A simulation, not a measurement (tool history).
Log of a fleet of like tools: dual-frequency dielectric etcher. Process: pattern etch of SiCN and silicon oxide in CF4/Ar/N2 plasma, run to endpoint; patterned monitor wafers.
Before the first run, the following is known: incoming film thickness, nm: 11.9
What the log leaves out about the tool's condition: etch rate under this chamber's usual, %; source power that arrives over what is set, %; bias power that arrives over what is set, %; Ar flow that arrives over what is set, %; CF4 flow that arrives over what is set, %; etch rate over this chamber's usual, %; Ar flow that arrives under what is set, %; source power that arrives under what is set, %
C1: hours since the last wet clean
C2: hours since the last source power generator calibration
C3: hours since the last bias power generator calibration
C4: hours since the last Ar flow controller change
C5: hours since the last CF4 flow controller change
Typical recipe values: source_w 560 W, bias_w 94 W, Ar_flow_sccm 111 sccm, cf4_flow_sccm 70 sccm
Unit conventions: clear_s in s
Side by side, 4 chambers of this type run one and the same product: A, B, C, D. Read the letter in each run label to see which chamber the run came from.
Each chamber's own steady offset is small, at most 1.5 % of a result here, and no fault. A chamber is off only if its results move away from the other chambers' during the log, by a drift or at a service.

Run 1D, hour 4.5: usual settings; C1 82.4; C2 689.1; C3 881.2; C4 3997.1; C5 1002.0. Result: clear_s 10.6000 s.
Run 2B, hour 8.6: usual settings; C1 129.1; C2 1596.7; C3 1060.2; C4 157.4; C5 2138.2. Result: clear_s 10.6600 s.
Run 3A, hour 11.0: usual settings; C1 156.5; C2 111.4; C3 2745.3; C4 1856.5; C5 1055.4. Result: clear_s 10.6370 s.
Run 4C, hour 15.3: usual settings; C1 51.1; C2 259.6; C3 3688.5; C4 3340.9; C5 1994.1. Result: clear_s 10.4980 s.
Run 5C, hour 20.0: usual settings; C1 55.8; C2 264.3; C3 3693.2; C4 3345.6; C5 1998.8. Result: clear_s 10.5100 s.
Run 6D, hour 24.3: usual settings; C1 102.2; C2 708.9; C3 901.0; C4 4016.9; C5 1021.8. Result: clear_s 10.5310 s.
Run 7A, hour 27.3: usual settings; C1 172.8; C2 127.7; C3 2761.6; C4 1872.8; C5 1071.7. Result: clear_s 10.5690 s.
Run 8B, hour 32.1: usual settings; C1 152.6; C2 1620.2; C3 1083.7; C4 180.9; C5 2161.7. Result: clear_s 10.6120 s.
Run 9B, hour 36.7: usual settings but cf4_flow_sccm 58 sccm; C1 157.2; C2 1624.8; C3 1088.3; C4 185.5; C5 2166.3. Result: clear_s 11.0430 s.
Run 10D, hour 39.1: usual settings but cf4_flow_sccm 58 sccm; C1 117.0; C2 723.7; C3 915.8; C4 4031.7; C5 1036.6. Result: clear_s 10.6840 s.
Run 11A, hour 43.0: usual settings but cf4_flow_sccm 58 sccm; C1 188.5; C2 143.4; C3 2777.3; C4 1888.5; C5 1087.4. Result: clear_s 10.8580 s.
Run 12C, hour 46.9: usual settings but cf4_flow_sccm 58 sccm; C1 82.7; C2 291.2; C3 3720.1; C4 3372.5; C5 2025.7. Result: clear_s 10.8500 s.
Run 13C, hour 51.3: usual settings; C1 87.1; C2 295.6; C3 3724.5; C4 3376.9; C5 2030.1. Result: clear_s 10.4990 s.
Run 14D, hour 55.9: usual settings; C1 133.8; C2 740.5; C3 932.6; C4 4048.5; C5 1053.4. Result: clear_s 10.3190 s.
Run 15A, hour 58.8: usual settings but source_w 610 W, Ar_flow_sccm 87 sccm; C1 204.3; C2 159.2; C3 2793.1; C4 1904.3; C5 1103.2. Result: clear_s 9.4717 s.
Run 16B, hour 61.7: usual settings but source_w 610 W, Ar_flow_sccm 87 sccm; C1 182.2; C2 1649.8; C3 1113.3; C4 210.5; C5 2191.3. Result: clear_s 9.5848 s.
Run 17C, hour 66.8: usual settings but source_w 610 W, Ar_flow_sccm 87 sccm; C1 102.6; C2 311.1; C3 3740.0; C4 3392.4; C5 2045.6. Result: clear_s 9.3804 s.
Run 18A, hour 70.1: usual settings but source_w 610 W, Ar_flow_sccm 87 sccm; C1 215.6; C2 170.5; C3 2804.4; C4 1915.6; C5 1114.5. Result: clear_s 9.5364 s.
Run 19B, hour 73.0: usual settings; C1 193.5; C2 1661.1; C3 1124.6; C4 221.8; C5 2202.6. Result: clear_s 10.7420 s.
Run 20D, hour 76.1: usual settings but source_w 460 W, bias_w 110 W; C1 154.0; C2 760.7; C3 952.8; C4 4068.7; C5 1073.6. Result: clear_s 11.5730 s.
Run 21B, hour 78.7: usual settings but source_w 460 W, bias_w 110 W; C1 199.2; C2 1666.8; C3 1130.3; C4 227.5; C5 2208.3. Result: clear_s 11.9800 s.
Run 22A, hour 81.9: usual settings but source_w 460 W, bias_w 110 W; C1 227.4; C2 182.3; C3 2816.2; C4 1927.4; C5 1126.3. Result: clear_s 11.8830 s.
Run 23D, hour 85.0: usual settings but source_w 460 W, bias_w 110 W; C1 162.9; C2 769.6; C3 961.7; C4 4077.6; C5 1082.5. Result: clear_s 11.3680 s.
Run 24C, hour 88.8: usual settings but source_w 670 W, Ar_flow_sccm 87 sccm; C1 124.6; C2 333.1; C3 3762.0; C4 3414.4; C5 2067.6. Result: clear_s 8.7076 s.
Run 25C, hour 92.7: usual settings but source_w 670 W, Ar_flow_sccm 87 sccm; C1 128.5; C2 337.0; C3 3765.9; C4 3418.3; C5 2071.5. Result: clear_s 8.7237 s.
Run 26A, hour 97.3: usual settings but source_w 670 W, Ar_flow_sccm 87 sccm; C1 242.8; C2 197.7; C3 2831.6; C4 1942.8; C5 1141.7. Result: clear_s 8.7342 s.
Run 27B, hour 99.8: usual settings but source_w 670 W, Ar_flow_sccm 87 sccm; C1 220.3; C2 1687.9; C3 1151.4; C4 248.6; C5 2229.4. Result: clear_s 8.8388 s.
Run 28D, hour 103.0: usual settings but source_w 440 W; C1 180.9; C2 787.6; C3 979.7; C4 4095.6; C5 1100.5. Result: clear_s 12.4630 s.
Run 29B, hour 106.2: usual settings but source_w 440 W; C1 226.7; C2 1694.3; C3 1157.8; C4 255.0; C5 2235.8. Result: clear_s 13.1840 s.
Run 30C, hour 108.9: usual settings but source_w 440 W; C1 144.7; C2 353.2; C3 3782.1; C4 3434.5; C5 2087.7. Result: clear_s 12.9370 s.
Run 31D, hour 111.9: usual settings but source_w 440 W; C1 189.8; C2 796.5; C3 988.6; C4 4104.5; C5 1109.4. Result: clear_s 12.4270 s.
Run 32A, hour 115.2: usual settings; C1 260.7; C2 215.6; C3 2849.5; C4 1960.7; C5 1159.6. Result: clear_s 10.5950 s.
Run 33C, hour 120.4: usual settings; C1 156.2; C2 364.7; C3 3793.6; C4 3446.0; C5 2099.2. Result: clear_s 10.5070 s.

Predict what each chamber gives when all 4 of them run the settings below next.
Run 34A, hour 124.0: usual settings. Result: clear_s ?.
Run 34B, hour 124.0: usual settings. Result: clear_s ?.
Run 34C, hour 124.0: usual settings. Result: clear_s ?.
Run 34D, hour 124.0: usual settings. Result: clear_s ?.

run  clear_s
34A  10.5740
34B  10.6580
34C  10.5420
34D   9.9310
